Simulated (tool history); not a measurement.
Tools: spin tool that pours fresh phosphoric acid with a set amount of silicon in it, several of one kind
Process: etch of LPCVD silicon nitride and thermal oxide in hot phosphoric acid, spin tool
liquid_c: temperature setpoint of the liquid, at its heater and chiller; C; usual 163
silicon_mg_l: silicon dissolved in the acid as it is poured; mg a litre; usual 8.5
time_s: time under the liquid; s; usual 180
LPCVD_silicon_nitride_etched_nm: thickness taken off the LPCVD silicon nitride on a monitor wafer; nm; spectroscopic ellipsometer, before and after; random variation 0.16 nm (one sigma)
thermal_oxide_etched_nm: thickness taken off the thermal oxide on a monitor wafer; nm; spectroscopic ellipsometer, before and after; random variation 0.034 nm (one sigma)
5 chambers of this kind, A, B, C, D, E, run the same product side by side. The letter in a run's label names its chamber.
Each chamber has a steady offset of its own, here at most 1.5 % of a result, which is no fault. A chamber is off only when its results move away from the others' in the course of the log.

run   hour  liquid_c  silicon_mg_l  time_s  read-back film thickness of the LPCVD silicon nitride reference wafer, read on the same gauge (nm)  read-back film thickness of the thermal oxide reference wafer, read on the same gauge (nm)  LPCVD_silicon_nitride_etched_nm  thermal_oxide_etched_nm
 1C    8.4       163           8.5     180                                                                                              60.003                                                                                      130.05                           17.339                    0.545
 2E   17.8       163           8.5     180                                                                                              59.961                                                                                         130                           17.222                  0.55849
 3D   29.8       163           8.5     180                                                                                                  60                                                                                         130                           17.255                  0.54142
 4B   44.5       163           8.5     180                                                                                              60.005                                                                                      129.99                           17.164                  0.51426
 5A   53.4       163           8.5     180                                                                                                  60                                                                                         130                           17.083                  0.47048
 6D     65       163           8.5     180                                                                                              60.033                                                                                      129.97                           17.238                  0.53263
 7C   75.4       163           8.5     180                                                                                              59.973                                                                                      130.04                           17.137                  0.52326
 8B   90.7       163           8.5     180                                                                                              59.979                                                                                      130.04                           17.348                  0.51233
 9E   99.9       163           8.5     180                                                                                              60.003                                                                                      130.01                           17.195                  0.51018
10A  108.1       163           8.5     180                                                                                              59.964                                                                                         130                           17.033                  0.46046
11A  119.6       163           8.5     180                                                                                              59.984                                                                                      129.98                            17.27                  0.50331
12B  134.3     165.5           8.5     180                                                                                               60.03                                                                                      130.02                           18.617                  0.60984
13C  144.9     165.5           8.5     180                                                                                              59.967                                                                                      129.99                           18.752                  0.56444
14D  158.5     165.5           8.5     180                                                                                              60.024                                                                                      130.02                           18.565                  0.53009
15E  167.9     165.5           8.5     180                                                                                              60.042                                                                                      129.96                           18.703                  0.68073
16D  178.1     165.5           8.5     180                                                                                              60.014                                                                                         130                           18.525                  0.60267
     178.3  -- chamber D: heated supply line repaired
17E  192.2       163           8.5     180                                                                                              60.009                                                                                      130.05                           16.943                  0.54761
18C  206.6       163           8.5     180                                                                                              60.029                                                                                      129.99                           17.575                  0.48915
19A  220.4       163           8.5     180                                                                                               60.05                                                                                      129.99                           17.152                   0.4517
20B    234       163           8.5     180                                                                                              59.958                                                                                      130.03                           16.956                   0.4877
21E  244.5       163           8.5     180                                                                                              59.969                                                                                         130                           17.257                  0.46647
22B  252.1       163           8.5     180                                                                                              60.007                                                                                      130.03                           16.945                  0.44931
23D  258.7       163           8.5     180                                                                                              59.959                                                                                      129.98                           17.355                  0.54747
24C  267.4       163           8.5     180                                                                                              60.009                                                                                      130.02                           17.146                  0.52084
25A  275.6       163           8.5     180                                                                                              60.009                                                                                      130.04                           16.861                  0.50725
26C    291       163           8.5     180                                                                                              59.998                                                                                      130.02                           17.007                  0.45683
27D  297.9       163             6     180                                                                                               59.99                                                                                      129.96                           17.301                  0.50357
28B  312.1       163             6     180                                                                                              60.003                                                                                      129.99                           17.405                   0.5461
29A  323.2       163             6     180                                                                                              59.984                                                                                      130.01                           17.158                  0.48793
30E  329.9       163             6     180                                                                                              59.971                                                                                      130.02                           17.242                  0.51873
31C    340       163             6     180                                                                                              60.034                                                                                         130                           17.098                  0.49675

Is one chamber off against the others, does the gauge drift, or is nothing wrong? If a chamber is off, say which, and what the likeliest cause is.

No chamber stands off beyond its own small offset, and the gauge holds steady.
